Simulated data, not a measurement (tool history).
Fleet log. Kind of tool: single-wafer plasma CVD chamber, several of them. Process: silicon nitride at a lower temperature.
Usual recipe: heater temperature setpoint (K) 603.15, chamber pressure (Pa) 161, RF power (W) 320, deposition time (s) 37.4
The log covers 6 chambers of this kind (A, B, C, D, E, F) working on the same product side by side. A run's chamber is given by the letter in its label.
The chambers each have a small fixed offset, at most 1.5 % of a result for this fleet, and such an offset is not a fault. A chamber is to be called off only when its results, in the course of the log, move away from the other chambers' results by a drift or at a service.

| run | hour | heater temperature setpoint (K) | chamber pressure (Pa) | RF power (W) | deposition time (s) | hours since the last thermocouple change | hours since the last RF generator calibration | hours since the last manometer calibration | read-back reference wafer on the same gauge, thickness_nm | mean film thickness on the monitor wafer (nm) |
|---|---|---|---|---|---|---|---|---|---|---|
| 1D | 10.5 | 603.15 | 161 | 320 | 37.4 | 430 | 953.1 | 318 | 48.02 | 42.83 |
| 2A | 17 | 603.15 | 161 | 320 | 37.4 | 227.4 | 465.3 | 225.1 | 47.983 | 42.439 |
| 3F | 22.9 | 603.15 | 161 | 320 | 37.4 | 325.1 | 1632 | 1043.8 | 47.99 | 42.836 |
| 4C | 30.4 | 603.15 | 161 | 320 | 37.4 | 2305.8 | 835.5 | 1537.7 | 48.012 | 43.16 |
| 5E | 36.6 | 603.15 | 161 | 320 | 37.4 | 444.5 | 1006.4 | 2330.8 | 47.994 | 42.654 |
| 6B | 44.7 | 603.15 | 199 | 320 | 37.4 | 491.8 | 483.7 | 835.2 | 47.96 | 45.403 |
| 7E | 50.3 | 603.15 | 199 | 320 | 37.4 | 458.2 | 1020.1 | 2344.5 | 47.964 | 45.115 |
| 8B | 57.1 | 603.15 | 199 | 320 | 37.4 | 504.2 | 496.1 | 847.6 | 47.979 | 45.029 |
| 9D | 62.5 | 603.15 | 199 | 320 | 37.4 | 482 | 1005.1 | 370 | 47.988 | 45.621 |
| 10C | 72.7 | 603.15 | 199 | 320 | 37.4 | 2348.1 | 877.8 | 1580 | 47.984 | 45.891 |
| 11A | 80.9 | 603.15 | 199 | 320 | 37.4 | 291.3 | 529.2 | 289 | 48.001 | 45.492 |
| 12F | 88.3 | 603.15 | 161 | 320 | 37.4 | 390.5 | 1697.4 | 1109.2 | 47.993 | 42.782 |
| 13A | 94.1 | 603.15 | 161 | 320 | 37.4 | 304.5 | 542.4 | 302.2 | 48.01 | 42.667 |
| 14F | 101.9 | 603.15 | 161 | 320 | 37.4 | 404.1 | 1711 | 1122.8 | 47.958 | 42.539 |
| 15C | 109.2 | 603.15 | 161 | 320 | 37.4 | 2384.6 | 914.3 | 1616.5 | 48.017 | 43.137 |
| 16B | 117.6 | 603.15 | 161 | 320 | 37.4 | 564.7 | 556.6 | 908.1 | 48.009 | 41.971 |
| 17D | 125.2 | 603.15 | 161 | 320 | 37.4 | 544.7 | 1067.8 | 432.7 | 48.012 | 42.963 |
| 18E | 135.9 | 603.15 | 161 | 320 | 43.3 | 543.8 | 1105.7 | 2430.1 | 47.98 | 49.231 |
| 19C | 141.7 | 603.15 | 161 | 320 | 43.3 | 2417.1 | 946.8 | 1649 | 47.981 | 49.749 |
| 20F | 148.2 | 603.15 | 161 | 320 | 43.3 | 450.4 | 1757.3 | 1169.1 | 47.999 | 49.884 |
| 21A | 153.1 | 603.15 | 161 | 320 | 43.3 | 363.5 | 601.4 | 361.2 | 48.043 | 49.406 |
|  | 157.9 | chamber B: capacitance manometer re-zeroed and calibrated |
| 22E | 161.7 | 603.15 | 161 | 320 | 43.3 | 569.6 | 1131.5 | 2455.9 | 47.984 | 49.205 |
| 23B | 169.3 | 603.15 | 161 | 320 | 43.3 | 616.4 | 608.3 | 11.4 | 48.059 | 48.601 |
| 24D | 177.8 | 603.15 | 161 | 320 | 37.4 | 597.3 | 1120.4 | 485.3 | 48.001 | 42.705 |
| 25F | 186.7 | 603.15 | 161 | 320 | 37.4 | 488.9 | 1795.8 | 1207.6 | 47.964 | 42.852 |
| 26E | 191.9 | 603.15 | 161 | 320 | 37.4 | 599.8 | 1161.7 | 2486.1 | 47.982 | 42.698 |
| 27A | 197.9 | 603.15 | 161 | 320 | 37.4 | 408.3 | 646.2 | 406 | 47.975 | 42.659 |
| 28B | 204.3 | 603.15 | 161 | 320 | 37.4 | 651.4 | 643.3 | 46.4 | 48.002 | 41.671 |
| 29C | 213.8 | 603.15 | 175 | 360 | 37.4 | 2489.2 | 1018.9 | 1721.1 | 47.969 | 47.586 |
|  | 221.3 | chamber E: RF generator calibrated |
| 30D | 223.6 | 603.15 | 175 | 360 | 37.4 | 643.1 | 1166.2 | 531.1 | 47.985 | 47.313 |
| 31A | 231 | 603.15 | 175 | 360 | 37.4 | 441.4 | 679.3 | 439.1 | 48.003 | 46.762 |
| 32D | 240.5 | 603.15 | 175 | 360 | 37.4 | 660 | 1183.1 | 548 | 48.012 | 47.428 |
| 33E | 250.6 | 603.15 | 175 | 360 | 37.4 | 658.5 | 29.3 | 2544.8 | 47.99 | 46.962 |
| 34C | 255.7 | 603.15 | 175 | 360 | 37.4 | 2531.1 | 1060.8 | 1763 | 48.01 | 47.55 |
|  | 257 | chamber C: RF generator calibrated |
| 35F | 265.2 | 603.15 | 161 | 320 | 37.4 | 567.4 | 1874.3 | 1286.1 | 48.011 | 42.769 |
| 36B | 271.5 | 603.15 | 161 | 320 | 37.4 | 718.6 | 710.5 | 113.6 | 47.976 | 40.969 |
|  | 275.4 | chamber C: thermocouple changed; heater temperature recalibrated |
| 37B | 278.4 | 603.15 | 161 | 320 | 37.4 | 725.5 | 717.4 | 120.5 | 48.011 | 41.061 |
| 38F | 283.9 | 603.15 | 161 | 320 | 37.4 | 586.1 | 1893 | 1304.8 | 48.02 | 42.847 |
| 39A | 293.5 | 603.15 | 161 | 320 | 37.4 | 503.9 | 741.8 | 501.6 | 47.982 | 42.676 |
| 40D | 300.7 | 603.15 | 161 | 320 | 37.4 | 720.2 | 1243.3 | 608.2 | 47.99 | 42.793 |
| 41C | 309.2 | 603.15 | 161 | 320 | 37.4 | 33.8 | 52.2 | 1816.5 | 47.997 | 42.733 |
| 42E | 314 | 603.15 | 161 | 320 | 37.4 | 721.9 | 92.7 | 2608.2 | 48.001 | 42.594 |

All 6 chambers run these settings next. Forecast each chamber's results:
| 43A | 321.7 | 603.15 | 161 | 320 | 37.4 |  |  |  |  | ? |
| 43B | 321.7 | 603.15 | 161 | 320 | 37.4 |  |  |  |  | ? |
| 43C | 321.7 | 603.15 | 161 | 320 | 37.4 |  |  |  |  | ? |
| 43D | 321.7 | 603.15 | 161 | 320 | 37.4 |  |  |  |  | ? |
| 43E | 321.7 | 603.15 | 161 | 320 | 37.4 |  |  |  |  | ? |
| 43F | 321.7 | 603.15 | 161 | 320 | 37.4 |  |  |  |  | ? |

| run | mean film thickness on the monitor wafer (nm) |
|---|---|
| 43A | 42.607 |
| 43B | 40.793 |
| 43C | 43.107 |
| 43D | 42.671 |
| 43E | 42.549 |
| 43F | 42.639 |
